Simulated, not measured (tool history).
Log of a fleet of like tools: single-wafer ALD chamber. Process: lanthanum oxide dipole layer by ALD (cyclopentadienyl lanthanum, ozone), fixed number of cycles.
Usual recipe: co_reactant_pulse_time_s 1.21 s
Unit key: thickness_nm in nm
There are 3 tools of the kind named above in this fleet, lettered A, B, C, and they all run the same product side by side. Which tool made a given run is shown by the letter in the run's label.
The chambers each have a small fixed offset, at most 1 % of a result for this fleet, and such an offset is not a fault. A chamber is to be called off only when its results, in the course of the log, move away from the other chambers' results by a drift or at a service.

| run | hour | co_reactant_pulse_time_s | read-back reference wafer on the same gauge, thickness_nm | thickness_nm |
|---|---|---|---|---|
| 1B | 3.9 | 1.21 | 0.62419 | 0.52825 |
| 2C | 6.4 | 1.21 | 0.62418 | 0.53049 |
| 3A | 11.2 | 1.21 | 0.6242 | 0.52674 |
| 4C | 16.2 | 1.21 | 0.62452 | 0.5328 |
| 5A | 20.7 | 1.21 | 0.62443 | 0.52664 |
| 6B | 25.2 | 1.21 | 0.62451 | 0.53004 |
| 7A | 29.6 | 1.21 | 0.62479 | 0.52713 |
| 8B | 32.5 | 1.21 | 0.62481 | 0.52978 |
| 9C | 36.2 | 1.21 | 0.62493 | 0.53262 |
| 10C | 39.1 | 1.39 | 0.62507 | 0.54679 |
| 11A | 42.6 | 1.39 | 0.62518 | 0.54351 |
| 12B | 46.3 | 1.39 | 0.62534 | 0.54541 |
| 13A | 50.2 | 1.21 | 0.6254 | 0.52712 |
| 14B | 53.1 | 1.21 | 0.62551 | 0.52929 |
| 15C | 58.2 | 1.21 | 0.62542 | 0.53137 |
| 16A | 62.1 | 1.21 | 0.6258 | 0.52707 |
| 17C | 65.2 | 1.21 | 0.62575 | 0.53218 |
| 18B | 70.1 | 1.21 | 0.62592 | 0.52938 |
| 19C | 74.4 | 1.21 | 0.62596 | 0.5324 |
| 20A | 79.7 | 1.63 | 0.62639 | 0.55794 |
| 21B | 84.5 | 1.63 | 0.62626 | 0.56091 |
| 22C | 88.2 | 1.63 | 0.62626 | 0.56215 |
| 23B | 93.7 | 1.21 | 0.62659 | 0.53228 |
| 24A | 98.3 | 1.21 | 0.62677 | 0.52872 |
|  | 100.6 | chamber C: thermocouple changed; heater temperature recalibrated |
| 25A | 101.9 | 1.21 | 0.6268 | 0.52892 |
| 26B | 107 | 0.9 | 0.62697 | 0.48587 |
| 27C | 110.4 | 0.9 | 0.62713 | 0.48806 |
| 28A | 113.2 | 0.9 | 0.62703 | 0.48078 |
| 29B | 117.1 | 1.21 | 0.62725 | 0.5321 |
| 30C | 121.2 | 1.21 | 0.62738 | 0.53278 |

Does one chamber stand apart from the rest, does the shared gauge drift, or is all well apart from small per-chamber offsets? Give the chamber and the most likely cause, where there is one.

Gauge drift. The chambers move together only on paper, and none stands off.
What lies behind it: gauge reads high (%) = 0.547.
